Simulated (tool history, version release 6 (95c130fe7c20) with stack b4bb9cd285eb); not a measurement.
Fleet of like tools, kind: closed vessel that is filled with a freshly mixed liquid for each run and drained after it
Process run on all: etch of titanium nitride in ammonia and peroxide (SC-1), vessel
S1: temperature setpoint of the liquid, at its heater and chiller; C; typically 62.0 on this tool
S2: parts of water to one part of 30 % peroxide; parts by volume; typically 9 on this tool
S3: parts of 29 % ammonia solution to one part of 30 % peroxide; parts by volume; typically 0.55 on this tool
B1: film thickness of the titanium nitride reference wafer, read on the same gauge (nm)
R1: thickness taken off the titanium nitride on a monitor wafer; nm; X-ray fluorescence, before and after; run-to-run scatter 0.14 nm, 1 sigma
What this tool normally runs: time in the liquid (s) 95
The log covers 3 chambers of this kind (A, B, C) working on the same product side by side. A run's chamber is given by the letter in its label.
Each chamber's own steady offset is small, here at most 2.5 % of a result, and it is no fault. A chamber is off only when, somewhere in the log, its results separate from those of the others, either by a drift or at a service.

Run 1C, day 0.121: usual settings; B1 100.020. Result: R1 13.857 nm.
Run 2A, day 0.288: usual settings; B1 100.000. Result: R1 14.312 nm.
Run 3B, day 0.446: usual settings; B1 99.992. Result: R1 14.504 nm.
Run 4B, day 0.708: usual settings; B1 100.020. Result: R1 14.514 nm.
Run 5A, day 0.933: usual settings but S2 12 parts by volume; B1 99.983. Result: R1 12.224 nm.
Run 6C, day 1.158: usual settings but S2 12 parts by volume; B1 99.980. Result: R1 12.100 nm.
Run 7C, day 1.400: usual settings but S2 12 parts by volume; B1 100.040. Result: R1 12.015 nm.
Run 8A, day 1.596: usual settings; B1 100.000. Result: R1 14.560 nm.
Run 9B, day 1.804: usual settings; B1 99.974. Result: R1 14.408 nm.
Run 10C, day 1.992: usual settings but S1 57.5 C; B1 100.000. Result: R1 10.575 nm.
Run 11A, day 2.138: usual settings but S1 57.5 C; B1 100.000. Result: R1 10.747 nm.
Run 12B, day 2.333: usual settings but S1 57.5 C; B1 99.989. Result: R1 10.556 nm.
Run 13B, day 2.471: usual settings; B1 99.993. Result: R1 14.303 nm.
Run 14C, day 2.612: usual settings; B1 99.980. Result: R1 13.942 nm.
Run 15A, day 2.796: usual settings; B1 100.030. Result: R1 14.904 nm.
Run 16A, day 2.929: usual settings; B1 99.975. Result: R1 15.261 nm.
Run 17C, day 3.188: usual settings; B1 99.945. Result: R1 14.133 nm.
Run 18B, day 3.454: usual settings; B1 100.000. Result: R1 14.191 nm.
Run 19B, day 3.625: usual settings; B1 99.978. Result: R1 14.187 nm.
Run 20C, day 3.817: usual settings; B1 99.985. Result: R1 13.951 nm.
Run 21A, day 4.033: usual settings; B1 100.030. Result: R1 15.648 nm.
Run 22A, day 4.217: usual settings; B1 99.997. Result: R1 16.082 nm.

For the next run the whole fleet of 3 chambers uses the same settings. Give each chamber's results:
Run 23A, day 4.417: usual settings. Result: R1 ?.
Run 23B, day 4.417: usual settings. Result: R1 ?.
Run 23C, day 4.417: usual settings. Result: R1 ?.

run      R1
23A  16.450
23B  14.418
23C  14.214
